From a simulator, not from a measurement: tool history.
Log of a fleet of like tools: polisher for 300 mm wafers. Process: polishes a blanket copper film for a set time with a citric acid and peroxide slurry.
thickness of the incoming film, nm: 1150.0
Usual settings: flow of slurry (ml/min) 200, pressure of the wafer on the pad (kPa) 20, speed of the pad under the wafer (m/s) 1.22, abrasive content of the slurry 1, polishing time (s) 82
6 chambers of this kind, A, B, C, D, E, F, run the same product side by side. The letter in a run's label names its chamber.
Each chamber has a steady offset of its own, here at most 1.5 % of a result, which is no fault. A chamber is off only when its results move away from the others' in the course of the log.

run	hour	flow of slurry (ml/min)	pressure of the wafer on the pad (kPa)	speed of the pad under the wafer (m/s)	abrasive content of the slurry	polishing time (s)	wafers polished on this pad	hours since the slurry nozzle was cleaned	hours since the head pressure was calibrated	hours since the slurry blender was calibrated	film removed (nm)
1E	4.8	200	20	1.22	1	82	553	358.5	483.1	187.5	252
2B	10.9	200	20	1.22	1	82	581	186.8	28.6	371.6	248.64
3D	18	200	20	1.22	1	82	1094	56	706.9	96.5	250.22
# hour 22: chamber C: worn pad replaced by a new one
# hour 22.4: chamber B: slurry blender recalibrated
4A	26.7	200	20	1.22	1	82	1090	299.7	226.7	41	251.27
# hour 31.1: chamber A: worn pad replaced by a new one
5C	31.4	160	20	1.22	1	54	51	339	352.4	170.7	159.97
6F	40	160	20	1.22	1	54	991	831.2	338.9	45.5	159.23
7C	43.9	160	20	1.22	1	54	119	351.5	364.9	183.2	159.15
8A	48.6	160	20	1.22	1	54	95	321.6	248.6	62.9	162.6
# hour 52.8: chamber F: worn pad replaced by a new one
9F	53.7	160	20	1.22	1	54	5	844.9	352.6	59.2	156.71
# hour 56.2: chamber B: worn pad replaced by a new one
10B	60	160	20	1.22	1	54	20	235.9	77.7	37.7	159.11
# hour 64.7: chamber F: slurry nozzle cleaned
11E	65.2	200	20	1.22	1	82	883	418.9	543.5	247.9	250.21
# hour 69.9: chamber D: worn pad replaced by a new one
12D	73.2	200	20	1.22	1	82	18	111.2	762.1	151.7	255.04
13B	79	200	20	1.22	1	82	124	254.9	96.7	56.7	248.13
# hour 82.7: chamber E: worn pad replaced by a new one
14E	85.9	200	20	1.22	1	82	17	439.6	564.2	268.6	254.02
15C	90.8	200	20	1.22	1	82	375	398.4	411.8	230.1	251.54
16F	98.2	200	20	1.22	1	82	248	33.5	397.1	103.7	246.59
17A	103.9	200	20	1.22	1	82	397	376.9	303.9	118.2	251.05
18D	112.1	200	20	1.22	1	82	231	150.1	801	190.6	255.69
# hour 114: chamber A: slurry nozzle cleaned
19B	118.4	200	20	1.22	1	82	339	294.3	136.1	96.1	247.63
20A	123.5	200	20	1.22	1	82	505	9.5	323.5	137.8	248.3
21D	132.2	200	20	1.22	1	82	340	170.2	821.1	210.7	258.58
22C	138.4	200	20	1.22	1	82	635	446	459.4	277.7	248.22
# hour 140.8: chamber D: slurry blender recalibrated
23F	142.9	200	20	1.22	1	82	492	78.2	441.8	148.4	251.56
24E	149.6	200	20	1.22	1	82	365	503.3	627.9	332.3	253.33
25B	154.4	200	20	1.22	1	82	536	330.3	172.1	132.1	251.23
26D	161.4	200	20	1.22	1	82	500	199.4	850.3	20.6	261.23
# hour 167.1: chamber C: worn pad replaced by a new one
27E	168.4	200	14.5	1.22	1	103	468	522.1	646.7	351.1	239.01
28F	177.4	200	14.5	1.22	1	103	680	112.7	476.3	182.9	228.96
# hour 183.4: chamber B: worn pad replaced by a new one
29A	185.3	200	14.5	1.22	1	103	842	71.3	385.3	199.6	232.65
30C	189.9	200	14.5	1.22	1	103	124	497.5	510.9	329.2	232.19
# hour 194.9: chamber A: worn pad replaced by a new one
31A	198.7	200	14.5	1.22	1	103	20	84.7	398.7	213	228.91
32C	202.9	200	14.5	1.22	1	103	195	510.5	523.9	342.2	233.48
33F	206.8	200	20	1.22	1	82	841	142.1	505.7	212.3	252.99
34B	212.1	200	20	1.22	1	82	157	388	229.8	189.8	249.14
35D	216.9	200	20	1.22	1	82	803	254.9	905.8	76.1	267.02
36E	221.8	200	20	1.22	1	82	759	575.5	700.1	404.5	251.92
37D	229.5	200	20	1.22	1	82	872	267.5	918.4	88.7	272.32
38F	236.4	200	20	1.22	1	82	1003	171.7	535.3	241.9	247.88

Next, every chamber runs the same settings. What will each give?
39A	242.8	200	24.1	1.22	1	82					?
39B	242.8	200	24.1	1.22	1	82					?
39C	242.8	200	24.1	1.22	1	82					?
39D	242.8	200	24.1	1.22	1	82					?
39E	242.8	200	24.1	1.22	1	82					?
39F	242.8	200	24.1	1.22	1	82					?

run	film removed (nm)
39A	297.37
39B	303.17
39C	304.32
39D	322.03
39E	302.89
39F	299.17
